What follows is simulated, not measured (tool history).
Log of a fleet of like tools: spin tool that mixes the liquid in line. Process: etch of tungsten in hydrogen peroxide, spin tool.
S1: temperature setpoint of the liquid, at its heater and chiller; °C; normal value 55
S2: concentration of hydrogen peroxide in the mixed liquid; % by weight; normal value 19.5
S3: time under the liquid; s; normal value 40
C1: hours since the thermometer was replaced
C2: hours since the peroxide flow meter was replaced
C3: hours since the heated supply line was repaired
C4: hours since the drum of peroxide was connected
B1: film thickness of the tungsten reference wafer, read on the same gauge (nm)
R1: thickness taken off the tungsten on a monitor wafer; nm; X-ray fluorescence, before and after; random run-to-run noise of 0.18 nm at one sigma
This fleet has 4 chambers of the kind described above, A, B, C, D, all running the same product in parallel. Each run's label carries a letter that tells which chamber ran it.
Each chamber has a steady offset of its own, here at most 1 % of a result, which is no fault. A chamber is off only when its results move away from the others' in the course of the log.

run 1A hour=5.2 | S1=55 S2=19.5 S3=40 | C1=1147.5 C2=1460.2 C3=932.5 C4=153.5 | B1=50.003 | R1=49.884
run 2B hour=11.3 | S1=55 S2=19.5 S3=40 | C1=991.2 C2=928.3 C3=432.4 C4=1319 | B1=49.958 | R1=49.471
run 3C hour=16.3 | S1=55 S2=19.5 S3=40 | C1=273.1 C2=1117 C3=2879.6 C4=129.3 | B1=49.98 | R1=49.692
-- hour=19.7 chamber C: heated supply line repaired
run 4D hour=21 | S1=55 S2=19.5 S3=40 | C1=451.3 C2=307.3 C3=614 C4=102.3 | B1=49.975 | R1=49.944
run 5C hour=25.7 | S1=55 S2=19.5 S3=40 | C1=282.5 C2=1126.4 C3=6.1 C4=138.7 | B1=50.036 | R1=50.012
run 6D hour=32 | S1=55 S2=19.5 S3=40 | C1=462.3 C2=318.3 C3=625 C4=113.3 | B1=50.028 | R1=50.135
run 7A hour=38 | S1=55 S2=19.5 S3=40 | C1=1180.3 C2=1493 C3=965.3 C4=186.3 | B1=50.018 | R1=49.502
run 8B hour=42.3 | S1=55 S2=16.5 S3=40 | C1=1022.2 C2=959.3 C3=463.4 C4=1350 | B1=50.001 | R1=45.591
run 9A hour=46.2 | S1=55 S2=16.5 S3=40 | C1=1188.5 C2=1501.2 C3=973.5 C4=194.5 | B1=49.996 | R1=45.606
run 10C hour=52.5 | S1=55 S2=16.5 S3=40 | C1=309.3 C2=1153.2 C3=32.9 C4=165.5 | B1=50.035 | R1=45.634
run 11B hour=59.8 | S1=55 S2=16.5 S3=40 | C1=1039.7 C2=976.8 C3=480.9 C4=1367.5 | B1=50.042 | R1=45.684
run 12D hour=65.5 | S1=55 S2=19.5 S3=40 | C1=495.8 C2=351.8 C3=658.5 C4=146.8 | B1=50.04 | R1=50.401
-- hour=65.8 chamber B: new drum of peroxide connected
run 13C hour=72 | S1=55 S2=19.5 S3=40 | C1=328.8 C2=1172.7 C3=52.4 C4=185 | B1=49.996 | R1=49.743
run 14D hour=77 | S1=62.5 S2=25.5 S3=40 | C1=507.3 C2=363.3 C3=670 C4=158.3 | B1=49.966 | R1=88.23
run 15A hour=84.3 | S1=62.5 S2=25.5 S3=40 | C1=1226.6 C2=1539.3 C3=1011.6 C4=232.6 | B1=49.985 | R1=87.727
run 16B hour=88.1 | S1=62.5 S2=25.5 S3=40 | C1=1068 C2=1005.1 C3=509.2 C4=22.4 | B1=49.983 | R1=88.103
run 17D hour=93.9 | S1=62.5 S2=25.5 S3=40 | C1=524.2 C2=380.2 C3=686.9 C4=175.2 | B1=50.041 | R1=87.986
run 18B hour=98.4 | S1=55 S2=19.5 S3=40 | C1=1078.3 C2=1015.4 C3=519.5 C4=32.7 | B1=50.001 | R1=49.667
run 19C hour=103.9 | S1=55 S2=19.5 S3=40 | C1=360.7 C2=1204.6 C3=84.3 C4=216.9 | B1=49.983 | R1=49.883
run 20A hour=107.7 | S1=55 S2=19.5 S3=40 | C1=1250 C2=1562.7 C3=1035 C4=256 | B1=50.013 | R1=49.958
run 21C hour=112.9 | S1=55 S2=15 S3=50 | C1=369.7 C2=1213.6 C3=93.3 C4=225.9 | B1=50.044 | R1=54.653
run 22D hour=119.5 | S1=55 S2=15 S3=50 | C1=549.8 C2=405.8 C3=712.5 C4=200.8 | B1=49.984 | R1=55.184
run 23B hour=124.1 | S1=55 S2=15 S3=50 | C1=1104 C2=1041.1 C3=545.2 C4=58.4 | B1=50.004 | R1=54.232
run 24A hour=129.8 | S1=55 S2=15 S3=50 | C1=1272.1 C2=1584.8 C3=1057.1 C4=278.1 | B1=50.023 | R1=54.716
run 25A hour=133.7 | S1=55 S2=19.5 S3=60 | C1=1276 C2=1588.7 C3=1061 C4=282 | B1=49.974 | R1=74.649
-- hour=137.3 chamber A: peroxide flow meter replaced
run 26B hour=141 | S1=55 S2=19.5 S3=60 | C1=1120.9 C2=1058 C3=562.1 C4=75.3 | B1=49.99 | R1=74.043
run 27D hour=144.9 | S1=55 S2=19.5 S3=60 | C1=575.2 C2=431.2 C3=737.9 C4=226.2 | B1=49.952 | R1=75.143
run 28C hour=149 | S1=55 S2=19.5 S3=60 | C1=405.8 C2=1249.7 C3=129.4 C4=262 | B1=49.947 | R1=74.722
run 29B hour=154.3 | S1=55 S2=19.5 S3=40 | C1=1134.2 C2=1071.3 C3=575.4 C4=88.6 | B1=49.959 | R1=49.345
run 30A hour=160.3 | S1=55 S2=19.5 S3=40 | C1=1302.6 C2=23 C3=1087.6 C4=308.6 | B1=49.985 | R1=49.762
run 31D hour=164.6 | S1=55 S2=19.5 S3=40 | C1=594.9 C2=450.9 C3=757.6 C4=245.9 | B1=49.98 | R1=50.126
run 32C hour=171.4 | S1=55 S2=19.5 S3=40 | C1=428.2 C2=1272.1 C3=151.8 C4=284.4 | B1=50.023 | R1=49.833
run 33C hour=175.6 | S1=55 S2=19.5 S3=40 | C1=432.4 C2=1276.3 C3=156 C4=288.6 | B1=49.976 | R1=49.973
run 34B hour=181.8 | S1=55 S2=19.5 S3=40 | C1=1161.7 C2=1098.8 C3=602.9 C4=116.1 | B1=49.938 | R1=49.543
run 35A hour=185.8 | S1=55 S2=19.5 S3=40 | C1=1328.1 C2=48.5 C3=1113.1 C4=334.1 | B1=50.009 | R1=49.737
run 36D hour=191.6 | S1=55 S2=19.5 S3=40 | C1=621.9 C2=477.9 C3=784.6 C4=272.9 | B1=49.984 | R1=49.988
run 37C hour=196.3 | S1=55 S2=19.5 S3=40 | C1=453.1 C2=1297 C3=176.7 C4=309.3 | B1=50.002 | R1=49.962
run 38B hour=202.6 | S1=55 S2=19.5 S3=40 | C1=1182.5 C2=1119.6 C3=623.7 C4=136.9 | B1=50.015 | R1=49.549
run 39A hour=208.2 | S1=50.5 S2=24 S3=40 | C1=1350.5 C2=70.9 C3=1135.5 C4=356.5 | B1=50.025 | R1=41.848
run 40D hour=212.9 | S1=50.5 S2=24 S3=40 | C1=643.2 C2=499.2 C3=805.9 C4=294.2 | B1=50.053 | R1=42.855

Which is it: a chamber that has drifted or been left off by a service, a gauge drift common to all chambers, or only each chamber's usual small offset? If a chamber is off, name it and its likeliest cause.

All chambers stay in line apart from their small fixed offsets, and the gauge does not drift.

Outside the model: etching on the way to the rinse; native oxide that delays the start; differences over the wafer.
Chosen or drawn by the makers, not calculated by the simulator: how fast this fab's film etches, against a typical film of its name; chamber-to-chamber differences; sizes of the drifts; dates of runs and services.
